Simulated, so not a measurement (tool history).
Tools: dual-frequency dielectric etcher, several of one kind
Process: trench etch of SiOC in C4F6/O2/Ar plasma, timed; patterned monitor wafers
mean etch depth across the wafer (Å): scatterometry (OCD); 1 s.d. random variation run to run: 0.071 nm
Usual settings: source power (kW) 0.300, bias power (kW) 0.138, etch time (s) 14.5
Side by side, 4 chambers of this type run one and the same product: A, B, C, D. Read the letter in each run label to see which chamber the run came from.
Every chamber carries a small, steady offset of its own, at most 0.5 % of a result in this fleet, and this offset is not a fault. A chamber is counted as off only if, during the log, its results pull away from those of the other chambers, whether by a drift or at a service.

run	day	source power (kW)	bias power (kW)	etch time (s)	hours since the last wet clean	hours since the last source power generator calibration	hours since the last bias power generator calibration	read-back reference wafer on the same gauge, depth_nm	mean etch depth across the wafer (Å)
1A	0.179	0.300	0.138	14.5	257.9	507.9	1646.9	26.302	246.81
2B	0.350	0.300	0.138	14.5	159.2	1559.9	3730.6	26.291	246.60
3C	0.562	0.300	0.138	14.5	349.5	2166.9	1248.4	26.296	247.86
4D	0.779	0.300	0.138	14.5	71.9	1678.0	1656.5	26.286	246.67
5C	1.004	0.300	0.138	14.5	360.1	2177.5	1259.0	26.316	248.45
6A	1.167	0.300	0.138	14.5	281.6	531.6	1670.6	26.286	246.73
7B	1.375	0.300	0.138	14.5	183.8	1584.5	3755.2	26.305	246.81
8D	1.621	0.300	0.138	14.5	92.1	1698.2	1676.7	26.281	247.50
9A	1.896	0.300	0.138	14.5	299.1	549.1	1688.1	26.319	247.73
10C	2.183	0.300	0.138	14.5	388.4	2205.8	1287.3	26.285	248.68
11D	2.388	0.300	0.138	14.5	110.5	1716.6	1695.1	26.320	246.45
12B	2.596	0.300	0.138	14.5	213.1	1613.8	3784.5	26.302	246.90
13A	2.771	0.300	0.138	14.5	320.1	570.1	1709.1	26.306	247.17
14C	2.933	0.300	0.138	14.5	406.4	2223.8	1305.3	26.320	248.42
15B	3.142	0.300	0.138	14.5	226.2	1626.9	3797.6	26.310	248.20
16D	3.325	0.300	0.138	14.5	133.0	1739.1	1717.6	26.292	246.72
17D	3.529	0.300	0.138	14.5	137.9	1744.0	1722.5	26.305	247.44
18A	3.750	0.300	0.138	14.5	343.6	593.6	1732.6	26.293	245.63
19C	3.962	0.300	0.138	14.5	431.1	2248.5	1330.0	26.293	247.42
20B	4.208	0.300	0.138	14.5	251.8	1652.5	3823.2	26.286	247.24
# day 4.350: chamber B: bias power generator calibrated
21C	4.383	0.300	0.138	14.5	441.2	2258.6	1340.1	26.282	247.82
22A	4.625	0.360	0.108	14.5	364.6	614.6	1753.6	26.289	246.87
23B	4.771	0.360	0.108	14.5	265.3	1666.0	10.1	26.307	246.93
24D	4.992	0.360	0.108	14.5	173.0	1779.1	1757.6	26.309	247.81
25B	5.196	0.360	0.108	14.5	275.5	1676.2	20.3	26.299	248.37
# day 5.400: chamber C: wet clean of the chamber
26D	5.446	0.300	0.138	14.5	183.9	1790.0	1768.5	26.320	246.68
27A	5.612	0.300	0.138	14.5	388.3	638.3	1777.3	26.291	246.55
28C	5.829	0.300	0.138	14.5	10.3	2293.3	1374.8	26.324	248.60
29A	6.062	0.300	0.138	14.5	399.1	649.1	1788.1	26.278	246.87
30D	6.308	0.300	0.138	14.5	204.6	1810.7	1789.2	26.310	247.44
31B	6.562	0.300	0.118	12.5	308.3	1709.0	53.1	26.322	203.70
32C	6.742	0.300	0.118	12.5	32.2	2315.2	1396.7	26.304	204.94
33D	7.004	0.300	0.118	12.5	221.3	1827.4	1805.9	26.310	201.95
34A	7.279	0.300	0.118	12.5	428.3	678.3	1817.3	26.300	202.83
# day 7.396: chamber A: wet clean of the chamber
35B	7.404	0.300	0.138	14.5	328.5	1729.2	73.3	26.311	247.30
36C	7.621	0.300	0.138	14.5	53.3	2336.3	1417.8	26.289	249.30
37D	7.896	0.300	0.138	14.5	242.7	1848.8	1827.3	26.297	245.80
38A	8.162	0.270	0.162	14.5	18.4	699.5	1838.5	26.296	249.16
# day 8.225: chamber B: wet clean of the chamber
39B	8.375	0.270	0.162	14.5	3.6	1752.5	96.6	26.300	250.11

Has any chamber moved away from the others, gradually or after a service, or does the common gauge drift, or do the chambers differ only by their own small steady offsets? State the chamber and the most likely cause if one applies.

All chambers stay in line apart from their small fixed offsets, and the gauge does not drift.

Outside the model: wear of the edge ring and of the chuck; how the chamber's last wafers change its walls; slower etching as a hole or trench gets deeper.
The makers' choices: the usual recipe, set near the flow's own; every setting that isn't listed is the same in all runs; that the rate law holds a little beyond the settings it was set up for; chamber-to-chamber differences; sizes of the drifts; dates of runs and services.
